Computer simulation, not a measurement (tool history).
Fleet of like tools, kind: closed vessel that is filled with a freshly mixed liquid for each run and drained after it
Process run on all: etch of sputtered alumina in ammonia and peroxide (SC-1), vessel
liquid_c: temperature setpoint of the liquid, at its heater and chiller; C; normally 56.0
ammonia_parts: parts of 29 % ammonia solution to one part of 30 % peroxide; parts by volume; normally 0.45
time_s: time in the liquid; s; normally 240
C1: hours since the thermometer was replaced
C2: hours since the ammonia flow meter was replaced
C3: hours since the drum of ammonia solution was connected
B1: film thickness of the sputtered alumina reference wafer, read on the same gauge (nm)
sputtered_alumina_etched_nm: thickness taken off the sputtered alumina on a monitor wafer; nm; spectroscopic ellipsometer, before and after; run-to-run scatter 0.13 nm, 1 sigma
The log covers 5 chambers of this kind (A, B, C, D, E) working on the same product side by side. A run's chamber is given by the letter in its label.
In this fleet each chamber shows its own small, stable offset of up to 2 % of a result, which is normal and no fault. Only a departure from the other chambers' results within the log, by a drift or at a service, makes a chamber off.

Run 1A, hour 4.5: usual settings; C1 1135.2; C2 1762.7; C3 165.4; B1 59.997. Result: sputtered_alumina_etched_nm 14.5540 nm.
Run 2B, hour 9.5: usual settings; C1 109.8; C2 534.0; C3 261.7; B1 59.999. Result: sputtered_alumina_etched_nm 14.1220 nm.
Run 3D, hour 15.4: usual settings; C1 684.7; C2 1384.5; C3 307.3; B1 59.981. Result: sputtered_alumina_etched_nm 14.9120 nm.
Run 4E, hour 20.2: usual settings; C1 22.9; C2 787.7; C3 40.5; B1 59.992. Result: sputtered_alumina_etched_nm 14.7100 nm.
Run 5C, hour 25.8: usual settings; C1 1684.8; C2 1582.7; C3 972.2; B1 59.983. Result: sputtered_alumina_etched_nm 14.6580 nm.
Run 6E, hour 29.3: usual settings; C1 32.0; C2 796.8; C3 49.6; B1 59.991. Result: sputtered_alumina_etched_nm 14.5670 nm.
Run 7B, hour 33.9: usual settings; C1 134.2; C2 558.4; C3 286.1; B1 59.978. Result: sputtered_alumina_etched_nm 14.1500 nm.
Run 8D, hour 40.5: usual settings; C1 709.8; C2 1409.6; C3 332.4; B1 60.018. Result: sputtered_alumina_etched_nm 14.9990 nm.
At hour 40.8: chamber C: thermometer replaced.
Run 9A, hour 45.7: usual settings but liquid_c 64.5 C, time_s 335 s; C1 1176.4; C2 1803.9; C3 206.6; B1 59.996. Result: sputtered_alumina_etched_nm 31.7300 nm.
Run 10C, hour 52.3: usual settings but liquid_c 64.5 C, time_s 335 s; C1 11.5; C2 1609.2; C3 998.7; B1 59.998. Result: sputtered_alumina_etched_nm 31.5840 nm.
Run 11A, hour 58.6: usual settings but liquid_c 64.5 C, time_s 335 s; C1 1189.3; C2 1816.8; C3 219.5; B1 59.986. Result: sputtered_alumina_etched_nm 31.0160 nm.
Run 12C, hour 64.3: usual settings but liquid_c 64.5 C, time_s 335 s; C1 23.5; C2 1621.2; C3 1010.7; B1 60.017. Result: sputtered_alumina_etched_nm 31.4640 nm.
Run 13D, hour 70.9: usual settings but liquid_c 64.5 C, time_s 335 s; C1 740.2; C2 1440.0; C3 362.8; B1 59.998. Result: sputtered_alumina_etched_nm 31.6440 nm.
Run 14B, hour 77.9: usual settings; C1 178.2; C2 602.4; C3 330.1; B1 59.993. Result: sputtered_alumina_etched_nm 14.4830 nm.
Run 15E, hour 82.2: usual settings; C1 84.9; C2 849.7; C3 102.5; B1 59.993. Result: sputtered_alumina_etched_nm 14.6030 nm.
Run 16D, hour 85.9: usual settings; C1 755.2; C2 1455.0; C3 377.8; B1 60.003. Result: sputtered_alumina_etched_nm 14.5820 nm.
At hour 90.8: chamber C: new drum of ammonia solution connected.
Run 17C, hour 92.0: usual settings; C1 51.2; C2 1648.9; C3 1.3; B1 60.005. Result: sputtered_alumina_etched_nm 14.9230 nm.
Run 18B, hour 96.5: usual settings but liquid_c 61.0 C, time_s 125 s; C1 196.8; C2 621.0; C3 348.7; B1 60.025. Result: sputtered_alumina_etched_nm 9.8209 nm.
Run 19E, hour 99.9: usual settings but liquid_c 61.0 C, time_s 125 s; C1 102.6; C2 867.4; C3 120.2; B1 59.994. Result: sputtered_alumina_etched_nm 9.7134 nm.
Run 20A, hour 106.6: usual settings but liquid_c 61.0 C, time_s 125 s; C1 1237.3; C2 1864.8; C3 267.5; B1 60.016. Result: sputtered_alumina_etched_nm 9.6931 nm.
At hour 107.0: chamber B: ammonia flow meter replaced.
At hour 111.6: chamber D: new drum of ammonia solution connected.
Run 21E, hour 113.2: usual settings but liquid_c 61.0 C, time_s 125 s; C1 115.9; C2 880.7; C3 133.5; B1 60.008. Result: sputtered_alumina_etched_nm 9.8635 nm.
Run 22B, hour 116.9: usual settings but liquid_c 61.0 C, time_s 125 s; C1 217.2; C2 10.0; C3 369.1; B1 59.985. Result: sputtered_alumina_etched_nm 9.6548 nm.
Run 23D, hour 122.3: usual settings; C1 791.6; C2 1491.4; C3 10.8; B1 60.011. Result: sputtered_alumina_etched_nm 14.8470 nm.
Run 24C, hour 128.8: usual settings; C1 88.0; C2 1685.7; C3 38.1; B1 59.986. Result: sputtered_alumina_etched_nm 14.8350 nm.
Run 25A, hour 136.1: usual settings; C1 1266.8; C2 1894.3; C3 297.0; B1 60.021. Result: sputtered_alumina_etched_nm 14.4560 nm.
Run 26E, hour 142.5: usual settings; C1 145.2; C2 910.0; C3 162.8; B1 59.981. Result: sputtered_alumina_etched_nm 14.4030 nm.
Run 27B, hour 145.7: usual settings; C1 246.0; C2 38.8; C3 397.9; B1 59.990. Result: sputtered_alumina_etched_nm 14.5530 nm.
Run 28A, hour 151.8: usual settings; C1 1282.5; C2 1910.0; C3 312.7; B1 60.006. Result: sputtered_alumina_etched_nm 14.5310 nm.
Run 29C, hour 156.8: usual settings; C1 116.0; C2 1713.7; C3 66.1; B1 59.979. Result: sputtered_alumina_etched_nm 14.6890 nm.
Run 30D, hour 162.2: usual settings; C1 831.5; C2 1531.3; C3 50.7; B1 59.983. Result: sputtered_alumina_etched_nm 14.4830 nm.
Run 31E, hour 165.4: usual settings; C1 168.1; C2 932.9; C3 185.7; B1 60.030. Result: sputtered_alumina_etched_nm 14.6970 nm.

What goes on in this fleet: one chamber off, a drifting gauge, or nothing beyond the chambers' own small offsets? Name the chamber and the cause, if any.

Nothing is wrong: each chamber keeps only its own small, steady offset and the gauge holds still.
